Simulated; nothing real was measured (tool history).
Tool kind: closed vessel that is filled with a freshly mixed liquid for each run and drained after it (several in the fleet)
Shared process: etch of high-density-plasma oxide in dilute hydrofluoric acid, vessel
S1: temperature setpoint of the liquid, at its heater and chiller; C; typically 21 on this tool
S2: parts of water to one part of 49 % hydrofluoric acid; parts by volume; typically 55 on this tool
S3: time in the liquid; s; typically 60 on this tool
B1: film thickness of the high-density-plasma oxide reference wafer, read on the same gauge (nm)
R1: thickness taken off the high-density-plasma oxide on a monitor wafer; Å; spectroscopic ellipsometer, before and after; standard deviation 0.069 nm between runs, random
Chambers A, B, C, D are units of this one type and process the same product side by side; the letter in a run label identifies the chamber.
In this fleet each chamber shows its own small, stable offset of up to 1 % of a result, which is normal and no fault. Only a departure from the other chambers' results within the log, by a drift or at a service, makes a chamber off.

run 1B day=0.308 | S1=21 S2=55 S3=60 | B1=100.020 | R1=113.640
run 2A day=0.479 | S1=21 S2=55 S3=60 | B1=100.000 | R1=111.870
run 3C day=0.767 | S1=21 S2=55 S3=60 | B1=99.994 | R1=112.950
run 4D day=1.042 | S1=21 S2=55 S3=60 | B1=99.995 | R1=111.530
run 5D day=1.400 | S1=21 S2=55 S3=60 | B1=99.974 | R1=111.950
run 6A day=1.558 | S1=21 S2=55 S3=60 | B1=100.020 | R1=111.170
run 7C day=1.783 | S1=21 S2=55 S3=60 | B1=100.010 | R1=115.400
-- day=1.954 chamber A: hydrofluoric acid flow meter replaced
run 8B day=2.008 | S1=21 S2=55 S3=60 | B1=100.000 | R1=114.500
run 9B day=2.196 | S1=21 S2=55 S3=60 | B1=99.984 | R1=113.860
run 10A day=2.450 | S1=21 S2=55 S3=60 | B1=99.989 | R1=112.170
run 11D day=2.642 | S1=21 S2=55 S3=60 | B1=99.993 | R1=113.120
run 12C day=2.850 | S1=21 S2=55 S3=60 | B1=100.030 | R1=114.610
run 13D day=3.171 | S1=21 S2=55 S3=60 | B1=99.999 | R1=112.510
run 14C day=3.467 | S1=21 S2=55 S3=60 | B1=99.998 | R1=114.340
run 15A day=3.738 | S1=21 S2=55 S3=60 | B1=99.978 | R1=113.260
run 16B day=3.979 | S1=21 S2=55 S3=60 | B1=100.020 | R1=117.280
run 17C day=4.338 | S1=21 S2=55 S3=60 | B1=99.997 | R1=113.160
run 18B day=4.529 | S1=21 S2=35 S3=40 | B1=99.991 | R1=124.040
run 19A day=4.733 | S1=21 S2=35 S3=40 | B1=99.995 | R1=121.580
run 20D day=4.988 | S1=21 S2=35 S3=40 | B1=100.000 | R1=120.390
run 21C day=5.146 | S1=21 S2=35 S3=40 | B1=99.993 | R1=122.130
run 22D day=5.408 | S1=21 S2=55 S3=60 | B1=100.010 | R1=112.990
run 23A day=5.583 | S1=21 S2=55 S3=60 | B1=99.993 | R1=112.360
run 24B day=5.904 | S1=21 S2=55 S3=60 | B1=100.020 | R1=119.310
run 25B day=6.083 | S1=21 S2=55 S3=60 | B1=99.988 | R1=118.500
run 26A day=6.429 | S1=18 S2=55 S3=60 | B1=99.974 | R1=99.768
run 27D day=6.771 | S1=18 S2=55 S3=60 | B1=99.993 | R1=98.198
run 28C day=6.938 | S1=18 S2=55 S3=60 | B1=100.010 | R1=101.360
run 29B day=7.150 | S1=18 S2=55 S3=60 | B1=100.010 | R1=105.050
run 30D day=7.333 | S1=21 S2=55 S3=60 | B1=100.010 | R1=113.180
run 31C day=7.625 | S1=21 S2=55 S3=60 | B1=100.020 | R1=113.790
run 32A day=7.912 | S1=21 S2=55 S3=60 | B1=100.010 | R1=113.020
run 33A day=8.108 | S1=21 S2=55 S3=60 | B1=100.020 | R1=113.420
run 34D day=8.354 | S1=21 S2=55 S3=60 | B1=100.000 | R1=113.100
run 35C day=8.533 | S1=21 S2=55 S3=60 | B1=100.010 | R1=115.030
run 36B day=8.721 | S1=21 S2=55 S3=60 | B1=100.010 | R1=120.480
run 37A day=9.050 | S1=21 S2=55 S3=60 | B1=100.010 | R1=113.900
run 38D day=9.388 | S1=21 S2=55 S3=60 | B1=99.986 | R1=112.860

For the next run the whole fleet of 4 chambers uses the same settings. Give each chamber's results:
run 39A day=9.646 | S1=21 S2=55 S3=60 | R1=?
run 39B day=9.646 | S1=21 S2=55 S3=60 | R1=?
run 39C day=9.646 | S1=21 S2=55 S3=60 | R1=?
run 39D day=9.646 | S1=21 S2=55 S3=60 | R1=?

run=39A R1=113.730
run=39B R1=122.520
run=39C R1=113.910
run=39D R1=112.060
